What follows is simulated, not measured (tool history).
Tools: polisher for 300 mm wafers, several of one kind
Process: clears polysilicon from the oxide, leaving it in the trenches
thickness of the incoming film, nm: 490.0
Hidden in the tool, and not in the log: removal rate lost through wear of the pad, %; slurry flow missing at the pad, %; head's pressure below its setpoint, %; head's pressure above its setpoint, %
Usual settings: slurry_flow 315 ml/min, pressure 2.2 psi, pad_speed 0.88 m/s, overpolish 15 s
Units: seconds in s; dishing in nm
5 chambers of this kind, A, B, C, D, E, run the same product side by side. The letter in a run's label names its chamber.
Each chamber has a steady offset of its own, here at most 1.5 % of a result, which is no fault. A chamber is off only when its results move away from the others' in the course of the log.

| run | hour | slurry_flow | pressure | pad_speed | overpolish | wafers polished on this pad | hours since the slurry nozzle was cleaned | hours since the head pressure was calibrated | seconds | dishing |
|---|---|---|---|---|---|---|---|---|---|---|
|  | 8.3 | chamber B: worn pad replaced by a new one |
| 1C | 8.5 | 315 | 2.2 | 0.88 | 15 | 1046 | 387.2 | 238.2 | 52.844 | 66.345 |
|  | 11.1 | chamber E: worn pad replaced by a new one |
|  | 12.6 | chamber D: worn pad replaced by a new one |
| 2B | 14.5 | 315 | 2.2 | 0.88 | 15 | 95 | 420.9 | 557.5 | 53.543 | 70.397 |
| 3A | 18.5 | 315 | 2.2 | 0.88 | 15 | 394 | 263.4 | 475.2 | 51.704 | 66.761 |
| 4D | 24.4 | 315 | 2.2 | 0.88 | 15 | 181 | 499.2 | 768.0 | 53.021 | 69.700 |
|  | 29.5 | chamber C: worn pad replaced by a new one |
| 5E | 32.7 | 315 | 2.2 | 0.88 | 15 | 330 | 120.2 | 125.3 | 50.834 | 70.357 |
| 6A | 37.6 | 315 | 2.2 | 0.88 | 15 | 686 | 282.5 | 494.3 | 52.661 | 70.727 |
| 7C | 44.1 | 315 | 2.2 | 0.88 | 15 | 223 | 422.8 | 273.8 | 52.186 | 67.271 |
| 8E | 49.0 | 315 | 2.2 | 0.88 | 15 | 580 | 136.5 | 141.6 | 52.115 | 71.906 |
|  | 50.5 | chamber A: worn pad replaced by a new one |
| 9B | 56.4 | 315 | 2.7 | 0.88 | 15 | 735 | 462.8 | 599.4 | 42.734 | 73.119 |
|  | 56.9 | chamber D: worn pad replaced by a new one |
|  | 61.1 | chamber D: slurry nozzle cleaned |
| 10D | 62.1 | 315 | 2.7 | 0.88 | 15 | 79 | 1.1 | 805.7 | 43.721 | 76.864 |
| 11A | 68.0 | 315 | 2.7 | 0.88 | 15 | 268 | 312.9 | 524.7 | 43.161 | 77.305 |
|  | 71.3 | chamber E: worn pad replaced by a new one |
|  | 72.4 | chamber B: worn pad replaced by a new one |
| 12B | 75.2 | 315 | 2.7 | 0.88 | 15 | 43 | 481.6 | 618.2 | 42.725 | 78.152 |
|  | 76.9 | chamber C: head pressure recalibrated |
|  | 77.1 | chamber A: slurry nozzle cleaned |
| 13D | 84.3 | 315 | 2.7 | 0.88 | 15 | 418 | 23.3 | 827.9 | 42.559 | 79.295 |
| 14E | 88.5 | 315 | 2.2 | 0.88 | 15 | 262 | 176.0 | 181.1 | 51.966 | 71.826 |
| 15C | 94.2 | 315 | 2.2 | 0.88 | 15 | 989 | 472.9 | 17.3 | 53.024 | 70.678 |
|  | 97.4 | chamber B: slurry nozzle cleaned |
| 16C | 101.1 | 315 | 2.2 | 0.88 | 15 | 1094 | 479.8 | 24.2 | 53.533 | 70.360 |
|  | 105.4 | chamber A: worn pad replaced by a new one |
|  | 106.9 | chamber D: worn pad replaced by a new one |
| 17E | 107.8 | 315 | 2.2 | 0.88 | 15 | 557 | 195.3 | 200.4 | 52.388 | 73.050 |
| 18B | 113.4 | 230 | 2.2 | 0.88 | 15 | 627 | 16.1 | 656.4 | 54.577 | 71.464 |
| 19A | 120.7 | 230 | 2.2 | 0.88 | 15 | 234 | 43.6 | 577.4 | 55.612 | 67.851 |
|  | 124.6 | chamber C: worn pad replaced by a new one |
|  | 125.0 | chamber E: worn pad replaced by a new one |
| 20D | 129.2 | 230 | 2.2 | 0.88 | 15 | 341 | 68.2 | 872.8 | 54.518 | 71.240 |
| 21E | 135.7 | 230 | 2.2 | 0.88 | 15 | 164 | 223.2 | 228.3 | 53.422 | 72.186 |
|  | 141.9 | chamber B: worn pad replaced by a new one |
| 22C | 142.2 | 230 | 2.2 | 0.88 | 15 | 270 | 520.9 | 65.3 | 54.200 | 72.684 |
| 23A | 151.4 | 315 | 2.2 | 0.88 | 15 | 703 | 74.3 | 608.1 | 54.688 | 69.842 |
|  | 153.8 | chamber A: worn pad replaced by a new one |
| 24B | 155.7 | 315 | 2.2 | 0.88 | 15 | 212 | 58.4 | 698.7 | 52.980 | 70.427 |
|  | 158.5 | chamber D: worn pad replaced by a new one |
| 25D | 162.3 | 355 | 2.2 | 0.64 | 15 | 59 | 101.3 | 905.9 | 73.737 | 61.289 |
| 26C | 169.2 | 355 | 2.2 | 0.64 | 15 | 682 | 547.9 | 92.3 | 70.892 | 60.433 |
| 27E | 177.0 | 355 | 2.2 | 0.64 | 15 | 795 | 264.5 | 269.6 | 70.934 | 59.812 |
|  | 182.0 | chamber C: slurry nozzle cleaned |
| 28B | 184.3 | 355 | 2.2 | 0.64 | 15 | 649 | 87.0 | 727.3 | 72.939 | 58.732 |
|  | 186.6 | chamber E: worn pad replaced by a new one |
| 29D | 192.8 | 355 | 2.2 | 0.64 | 15 | 525 | 131.8 | 936.4 | 72.831 | 58.899 |
|  | 199.5 | chamber D: worn pad replaced by a new one |
| 30A | 201.0 | 315 | 2.2 | 0.88 | 15 | 721 | 123.9 | 657.7 | 55.809 | 70.263 |
|  | 201.5 | chamber A: worn pad replaced by a new one |
| 31E | 206.3 | 315 | 2.2 | 0.88 | 15 | 301 | 293.8 | 298.9 | 52.532 | 71.295 |
|  | 209.2 | chamber B: worn pad replaced by a new one |
|  | 210.5 | chamber C: worn pad replaced by a new one |
| 32B | 214.5 | 315 | 2.5 | 0.88 | 15 | 81 | 117.2 | 757.5 | 47.251 | 75.929 |
| 33C | 218.7 | 315 | 2.5 | 0.88 | 15 | 126 | 36.8 | 141.8 | 46.020 | 78.298 |
| 34D | 225.8 | 315 | 2.5 | 0.88 | 15 | 402 | 164.8 | 969.4 | 46.586 | 70.781 |
| 35A | 233.0 | 315 | 2.5 | 0.88 | 15 | 481 | 155.9 | 689.7 | 50.462 | 70.155 |
| 36C | 238.6 | 315 | 2.5 | 0.88 | 15 | 430 | 56.7 | 161.7 | 46.447 | 74.585 |

All 5 chambers run these settings next. Forecast each chamber's results:
| 37A | 245.1 | 315 | 2.2 | 0.88 | 15 |  |  |  | ? | ? |
| 37B | 245.1 | 315 | 2.2 | 0.88 | 15 |  |  |  | ? | ? |
| 37C | 245.1 | 315 | 2.2 | 0.88 | 15 |  |  |  | ? | ? |
| 37D | 245.1 | 315 | 2.2 | 0.88 | 15 |  |  |  | ? | ? |
| 37E | 245.1 | 315 | 2.2 | 0.88 | 15 |  |  |  | ? | ? |

| run | seconds | dishing |
|---|---|---|
| 37A | 57.610 | 68.046 |
| 37B | 53.571 | 68.744 |
| 37C | 53.117 | 68.885 |
| 37D | 52.634 | 71.221 |
| 37E | 52.188 | 69.202 |
